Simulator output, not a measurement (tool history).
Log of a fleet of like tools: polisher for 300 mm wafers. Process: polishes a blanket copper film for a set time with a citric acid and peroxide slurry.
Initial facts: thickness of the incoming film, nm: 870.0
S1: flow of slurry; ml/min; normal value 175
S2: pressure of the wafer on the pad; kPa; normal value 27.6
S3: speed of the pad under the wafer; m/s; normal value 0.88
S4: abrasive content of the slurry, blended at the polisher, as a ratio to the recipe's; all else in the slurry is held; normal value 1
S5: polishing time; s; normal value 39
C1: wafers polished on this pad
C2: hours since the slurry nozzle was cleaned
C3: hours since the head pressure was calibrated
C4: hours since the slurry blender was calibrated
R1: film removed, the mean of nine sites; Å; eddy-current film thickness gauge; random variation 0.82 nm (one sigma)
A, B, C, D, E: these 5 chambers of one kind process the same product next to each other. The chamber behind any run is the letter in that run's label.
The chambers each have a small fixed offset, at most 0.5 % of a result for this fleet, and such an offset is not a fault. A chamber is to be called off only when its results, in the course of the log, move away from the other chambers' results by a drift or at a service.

run	hour	S1	S2	S3	S4	S5	C1	C2	C3	C4	R1
1E	5.1	175	27.6	0.88	1	39	1037	132.2	16.8	211.8	1069.6
# hour 6.4: chamber A: worn pad replaced by a new one
2B	9.5	175	27.6	0.88	1	39	251	156.4	207.6	226.7	1052
3A	16.3	175	27.6	0.88	1	39	148	142.5	172.8	211.5	1064.5
4C	22.3	175	27.6	0.88	1	39	418	27.1	253.3	126.1	1081
# hour 23.8: chamber E: worn pad replaced by a new one
5D	26.2	175	27.6	0.88	1	39	549	381.3	481	66.2	1078.3
6A	33.3	175	27.6	0.88	1	39	402	159.5	189.8	228.5	1066.5
7D	37.9	175	27.6	0.88	1	39	724	393	492.7	77.9	1079.4
8B	41.8	175	27.6	0.88	1	39	734	188.7	239.9	259	1049.2
9C	45.6	175	27.6	0.88	1.25	44	767	50.4	276.6	149.4	1257.2
10E	50.1	175	27.6	0.88	1.25	44	394	177.2	61.8	256.8	1251.1
11D	54.8	175	27.6	0.88	1.25	44	976	409.9	509.6	94.8	1270.6
12A	58.7	175	27.6	0.88	1.25	44	782	184.9	215.2	253.9	1253.2
13E	64.3	175	27.6	0.88	1.25	44	606	191.4	76	271	1277.7
# hour 69.6: chamber A: slurry blender recalibrated
14C	70.2	175	27.6	0.88	1	39	1134	75	301.2	174	1069.9
15B	77.7	175	27.6	0.88	1	39	1271	224.6	275.8	294.9	1060.2
# hour 79.7: chamber B: worn pad replaced by a new one
16B	83.6	175	27.6	0.88	1	39	59	230.5	281.7	300.8	1056.1
# hour 85.6: chamber C: worn pad replaced by a new one
17D	91.1	175	27.6	0.88	1	39	1519	446.2	545.9	131.1	1044.1
# hour 95.6: chamber C: slurry blender recalibrated
18C	96.4	175	27.6	0.88	1	39	161	101.2	327.4	0.9	1045.3
19E	102.7	175	36.5	1.06	1	39	1180	229.8	114.4	309.4	1680.8
# hour 109: chamber A: worn pad replaced by a new one
20A	109.1	175	36.5	1.06	1	39	2	235.3	265.6	39.6	1701.2
21A	113.6	175	36.5	1.06	1	39	69	239.8	270.1	44.1	1693.2
# hour 114.3: chamber E: worn pad replaced by a new one
22E	117.8	175	36.5	1.06	1	39	53	244.9	129.5	324.5	1680.6
23B	122.3	175	36.5	1.06	1	39	637	269.2	320.4	339.5	1688.6
24C	127.6	175	27.6	0.88	1	39	628	132.4	358.6	32.1	1063.3
25D	133.8	175	27.6	0.88	1	39	2157	488.9	588.6	173.8	1008
26A	137.3	175	27.6	0.88	1	39	423	263.5	293.8	67.8	1070.6
27D	145.2	175	27.6	0.88	1	39	2328	500.3	600	185.2	1004.7
# hour 151.3: chamber B: worn pad replaced by a new one
28B	151.4	175	27.6	0.88	1	39	2	298.3	349.5	368.6	1059.1
29C	159.4	175	27.6	0.88	1	39	1103	164.2	390.4	63.9	1060.2
30E	164.8	175	27.6	0.88	1	39	756	291.9	176.5	371.5	1064.8
31B	169	175	27.6	0.88	1	39	265	315.9	367.1	386.2	1065

Each of the 5 chambers runs these same settings next. Fill in every chamber's results:
32A	174.9	175	27.6	0.88	1	39					?
32B	174.9	175	27.6	0.88	1	39					?
32C	174.9	175	27.6	0.88	1	39					?
32D	174.9	175	27.6	0.88	1	39					?
32E	174.9	175	27.6	0.88	1	39					?

run	R1
32A	1068.1
32B	1057.1
32C	1071.2
32D	968.74
32E	1072
